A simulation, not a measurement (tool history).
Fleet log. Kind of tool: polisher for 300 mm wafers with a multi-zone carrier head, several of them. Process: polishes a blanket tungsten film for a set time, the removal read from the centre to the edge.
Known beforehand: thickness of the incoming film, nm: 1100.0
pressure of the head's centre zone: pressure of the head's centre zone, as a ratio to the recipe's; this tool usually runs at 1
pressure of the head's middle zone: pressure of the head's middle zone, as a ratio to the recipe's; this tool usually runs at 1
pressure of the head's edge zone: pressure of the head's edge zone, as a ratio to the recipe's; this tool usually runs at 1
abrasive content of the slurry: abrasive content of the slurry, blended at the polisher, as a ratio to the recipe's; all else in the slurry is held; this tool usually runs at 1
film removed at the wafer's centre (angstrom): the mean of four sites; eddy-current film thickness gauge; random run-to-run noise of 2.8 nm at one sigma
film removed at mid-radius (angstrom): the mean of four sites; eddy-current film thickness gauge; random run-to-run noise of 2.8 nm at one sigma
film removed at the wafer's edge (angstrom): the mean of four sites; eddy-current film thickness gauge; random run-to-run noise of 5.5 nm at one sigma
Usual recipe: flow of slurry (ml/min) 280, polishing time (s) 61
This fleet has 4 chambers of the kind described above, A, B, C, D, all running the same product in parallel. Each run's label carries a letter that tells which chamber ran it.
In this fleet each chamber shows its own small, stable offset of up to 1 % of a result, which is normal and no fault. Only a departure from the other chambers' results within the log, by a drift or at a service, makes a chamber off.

run	hour	flow of slurry (ml/min)	pressure of the head's centre zone	pressure of the head's middle zone	pressure of the head's edge zone	abrasive content of the slurry	polishing time (s)	film removed at the wafer's centre (angstrom)	film removed at mid-radius (angstrom)	film removed at the wafer's edge (angstrom)
# hour 0.4: chamber C: slurry nozzle cleaned
# hour 0.8: chamber D: slurry nozzle cleaned
# hour 8.3: chamber B: worn pad replaced by a new one
1A	12.9	280	1	1	1	1	61	4146.5	4099.4	4114.8
2C	19.1	280	1	1	1	1	61	4124.7	4059.8	4172.1
3D	27.2	280	1	1	1	1	61	4146.3	4154.5	4155.8
# hour 38.5: chamber A: centre zone pressure recalibrated
4B	40.1	280	1	1	1	1	61	4104.3	4088.3	4112.5
5D	51.3	280	1	1	1	1	61	4117.1	4142.9	4109.5
# hour 52.6: chamber C: worn pad replaced by a new one
6B	64.8	280	1	1	1	1	61	4152.1	4084.5	4168.1
7A	74.4	280	1	1.04	1	1	61	4082.9	4275.6	4160.8
# hour 80.6: chamber D: worn pad replaced by a new one
8C	85.8	280	1	1.04	1	1	61	4122.8	4211.4	3993.6
# hour 87.3: chamber A: slurry nozzle cleaned
# hour 91.3: chamber D: edge zone pressure recalibrated
9D	98.8	280	1	1.04	1	1	61	4086	4269.9	4049.1
# hour 108.4: chamber A: worn pad replaced by a new one
10B	110.8	280	1	1.04	1	1	61	4080.8	4247.4	4070.6
11C	122.3	280	1	1	1	1	61	4103.2	4076.4	4075
12A	132.4	280	1	1	1	1	61	4091.1	4149.6	4188.1
13D	139.5	280	1	1	1	1	41	2769.4	2760.8	2732.6
14B	147.9	280	1	1	1	1	41	2773.9	2774.9	2816
15A	157.3	280	1	1	1	1	41	2789.1	2779.9	2725.6
# hour 164.4: chamber C: worn pad replaced by a new one
16C	164.4	280	1	1	1	1	41	2761.2	2780	2724.3
# hour 168.4: chamber D: worn pad replaced by a new one
17D	176.2	280	1	1	1	1	61	4088.8	4110.2	4112.1
# hour 177.1: chamber B: worn pad replaced by a new one
18B	186	280	1	1	1	1	61	4065	4159.5	4205.8
19C	193.9	280	1	1	1	1	61	4112.8	4113.8	4156.7
20A	202.3	280	1	1	1	1	61	4051.5	4107.4	4117.1
21A	215.3	280	1	1	1	1	54	3595.4	3677.5	3720.3
22D	228.6	280	1	1	1	1	54	3649.6	3646.6	3622.1
23B	239.3	280	1	1	1	1	54	3649.1	3654.5	3693.7
# hour 249: chamber D: worn pad replaced by a new one
24C	249	280	1	1	1	1	54	3634.3	3634.5	3568
25D	255.4	280	1	1	1	1	61	4114.4	4046.4	3981.7
26B	263.3	280	1	1	1	1	61	4073.9	4051.3	4164.6
# hour 271.9: chamber A: worn pad replaced by a new one
# hour 273.6: chamber C: worn pad replaced by a new one
27C	276.4	280	1	1.11	1	1	77	5187.6	5660.1	5225.2
28A	287.5	280	1	1.11	1	1	77	5106.9	5715.1	5309.4
29B	301.1	280	1	1.11	1	1	77	5167.8	5721.6	5321.8
30D	312.7	280	1	1.11	1	1	77	5177	5821.3	5319.4
# hour 314.5: chamber B: centre zone pressure recalibrated
31A	323.5	315	1	1	1	1	61	4171.7	4164.7	4289.1
# hour 324.4: chamber D: worn pad replaced by a new one
32C	335.1	315	1	1	1	1	61	4128.3	4117.7	4168.4
33D	348.1	315	1	1	1	1	61	4132.6	4122.1	4180.2
# hour 348.7: chamber B: worn pad replaced by a new one
# hour 354.3: chamber B: edge zone pressure recalibrated
34A	354.5	315	1	1	1	1	61	4115.5	4215.5	4149.7
# hour 362.9: chamber A: centre zone pressure recalibrated
35C	365.9	280	1	1	1	1	61	4082	4142.5	4025.8
36B	372.9	280	1	1	1	1	61	4112.9	4080	4124.2
37B	383.6	280	1	1	1	1	48	3192.6	3206	3241.4
# hour 388.9: chamber D: centre zone pressure recalibrated
38D	394.1	280	1	1	1	1	48	3188.8	3259.7	3195.5
39C	401.3	280	1	1	1	1	48	3207.5	3212.8	3228.6
# hour 406.8: chamber B: slurry nozzle cleaned
40A	410.3	280	1	1	1	1	48	3195.8	3230.4	3314.5
41B	423.6	280	1	1	1	1	61	4066	4053.8	4147.3

Does one chamber stand apart from the rest, does the shared gauge drift, or is all well apart from small per-chamber offsets? Give the chamber and the most likely cause, where there is one.

No chamber stands off beyond its own small offset, and the gauge holds steady.
